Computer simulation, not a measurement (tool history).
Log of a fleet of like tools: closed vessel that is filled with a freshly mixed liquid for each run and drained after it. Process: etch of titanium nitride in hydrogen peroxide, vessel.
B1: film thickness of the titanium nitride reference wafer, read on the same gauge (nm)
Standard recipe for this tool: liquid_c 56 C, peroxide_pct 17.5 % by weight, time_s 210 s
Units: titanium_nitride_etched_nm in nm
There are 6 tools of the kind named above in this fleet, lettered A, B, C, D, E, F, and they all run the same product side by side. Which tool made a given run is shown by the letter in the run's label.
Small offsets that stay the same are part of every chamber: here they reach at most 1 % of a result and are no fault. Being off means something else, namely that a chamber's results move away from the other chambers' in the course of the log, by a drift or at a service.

Run 1E, hour 6.6: usual settings; B1 70.022. Result: titanium_nitride_etched_nm 11.743 nm.
Run 2A, hour 14.0: usual settings; B1 69.993. Result: titanium_nitride_etched_nm 11.572 nm.
Run 3C, hour 18.5: usual settings; B1 70.012. Result: titanium_nitride_etched_nm 11.589 nm.
Run 4D, hour 26.3: usual settings; B1 70.003. Result: titanium_nitride_etched_nm 11.698 nm.
Run 5B, hour 32.6: usual settings; B1 70.016. Result: titanium_nitride_etched_nm 11.808 nm.
Run 6F, hour 38.9: usual settings; B1 70.009. Result: titanium_nitride_etched_nm 11.573 nm.
Run 7F, hour 46.0: usual settings; B1 69.987. Result: titanium_nitride_etched_nm 11.462 nm.
Run 8B, hour 50.0: usual settings but liquid_c 60 C, time_s 155 s; B1 70.012. Result: titanium_nitride_etched_nm 11.401 nm.
Run 9C, hour 56.7: usual settings but liquid_c 60 C, time_s 155 s; B1 70.008. Result: titanium_nitride_etched_nm 11.245 nm.
Run 10D, hour 62.7: usual settings but liquid_c 60 C, time_s 155 s; B1 69.994. Result: titanium_nitride_etched_nm 11.421 nm.
At hour 65.7: chamber F: thermometer replaced.
Run 11E, hour 68.5: usual settings but liquid_c 60 C, time_s 155 s; B1 69.995. Result: titanium_nitride_etched_nm 11.256 nm.
Run 12A, hour 73.5: usual settings but liquid_c 60 C, time_s 155 s; B1 70.015. Result: titanium_nitride_etched_nm 11.160 nm.
Run 13A, hour 77.4: usual settings but liquid_c 60 C, time_s 155 s; B1 70.012. Result: titanium_nitride_etched_nm 11.114 nm.
Run 14B, hour 85.0: usual settings; B1 70.029. Result: titanium_nitride_etched_nm 11.729 nm.
Run 15E, hour 91.2: usual settings; B1 69.994. Result: titanium_nitride_etched_nm 11.599 nm.
Run 16F, hour 96.1: usual settings; B1 70.013. Result: titanium_nitride_etched_nm 11.648 nm.
Run 17C, hour 99.8: usual settings; B1 70.018. Result: titanium_nitride_etched_nm 11.477 nm.
Run 18D, hour 104.1: usual settings but liquid_c 59 C, time_s 155 s; B1 69.992. Result: titanium_nitride_etched_nm 10.578 nm.
Run 19B, hour 108.2: usual settings but liquid_c 59 C, time_s 155 s; B1 69.994. Result: titanium_nitride_etched_nm 10.687 nm.
Run 20C, hour 114.9: usual settings but liquid_c 59 C, time_s 155 s; B1 70.018. Result: titanium_nitride_etched_nm 10.482 nm.
Run 21D, hour 122.7: usual settings but liquid_c 59 C, time_s 155 s; B1 70.029. Result: titanium_nitride_etched_nm 10.599 nm.
Run 22A, hour 126.5: usual settings but liquid_c 59 C, time_s 155 s; B1 69.989. Result: titanium_nitride_etched_nm 10.493 nm.
Run 23E, hour 132.8: usual settings but liquid_c 59 C, time_s 155 s; B1 69.987. Result: titanium_nitride_etched_nm 10.296 nm.
Run 24F, hour 136.4: usual settings but liquid_c 64 C, peroxide_pct 20.0 % by weight; B1 69.990. Result: titanium_nitride_etched_nm 20.368 nm.
Run 25B, hour 143.4: usual settings but liquid_c 64 C, peroxide_pct 20.0 % by weight; B1 69.979. Result: titanium_nitride_etched_nm 21.019 nm.
Run 26E, hour 148.9: usual settings but liquid_c 64 C, peroxide_pct 20.0 % by weight; B1 69.994. Result: titanium_nitride_etched_nm 19.682 nm.
Run 27A, hour 155.3: usual settings but liquid_c 64 C, peroxide_pct 20.0 % by weight; B1 69.980. Result: titanium_nitride_etched_nm 20.317 nm.
Run 28C, hour 163.2: usual settings but liquid_c 64 C, peroxide_pct 20.0 % by weight; B1 70.018. Result: titanium_nitride_etched_nm 20.624 nm.
At hour 166.8: chamber B: peroxide flow meter replaced.
Run 29D, hour 170.3: usual settings but liquid_c 64 C, peroxide_pct 20.0 % by weight; B1 69.990. Result: titanium_nitride_etched_nm 20.603 nm.
Run 30F, hour 174.7: usual settings; B1 70.014. Result: titanium_nitride_etched_nm 11.564 nm.
Run 31B, hour 179.9: usual settings; B1 69.989. Result: titanium_nitride_etched_nm 11.595 nm.
Run 32F, hour 184.1: usual settings but peroxide_pct 20.5 % by weight; B1 69.980. Result: titanium_nitride_etched_nm 11.999 nm.
Run 33D, hour 191.4: usual settings but peroxide_pct 20.5 % by weight; B1 69.997. Result: titanium_nitride_etched_nm 12.268 nm.
Run 34C, hour 195.6: usual settings but peroxide_pct 20.5 % by weight; B1 69.998. Result: titanium_nitride_etched_nm 12.045 nm.
Run 35A, hour 199.6: usual settings but peroxide_pct 20.5 % by weight; B1 70.007. Result: titanium_nitride_etched_nm 11.867 nm.
Run 36E, hour 204.4: usual settings but peroxide_pct 20.5 % by weight; B1 70.005. Result: titanium_nitride_etched_nm 11.302 nm.

Each of the 6 chambers runs these same settings next. Fill in every chamber's results:
Run 37A, hour 210.1: usual settings. Result: titanium_nitride_etched_nm ?.
Run 37B, hour 210.1: usual settings. Result: titanium_nitride_etched_nm ?.
Run 37C, hour 210.1: usual settings. Result: titanium_nitride_etched_nm ?.
Run 37D, hour 210.1: usual settings. Result: titanium_nitride_etched_nm ?.
Run 37E, hour 210.1: usual settings. Result: titanium_nitride_etched_nm ?.
Run 37F, hour 210.1: usual settings. Result: titanium_nitride_etched_nm ?.

run  titanium_nitride_etched_nm
37A                      11.524
37B                      11.667
37C                      11.705
37D                      11.870
37E                      10.969
37F                      11.469
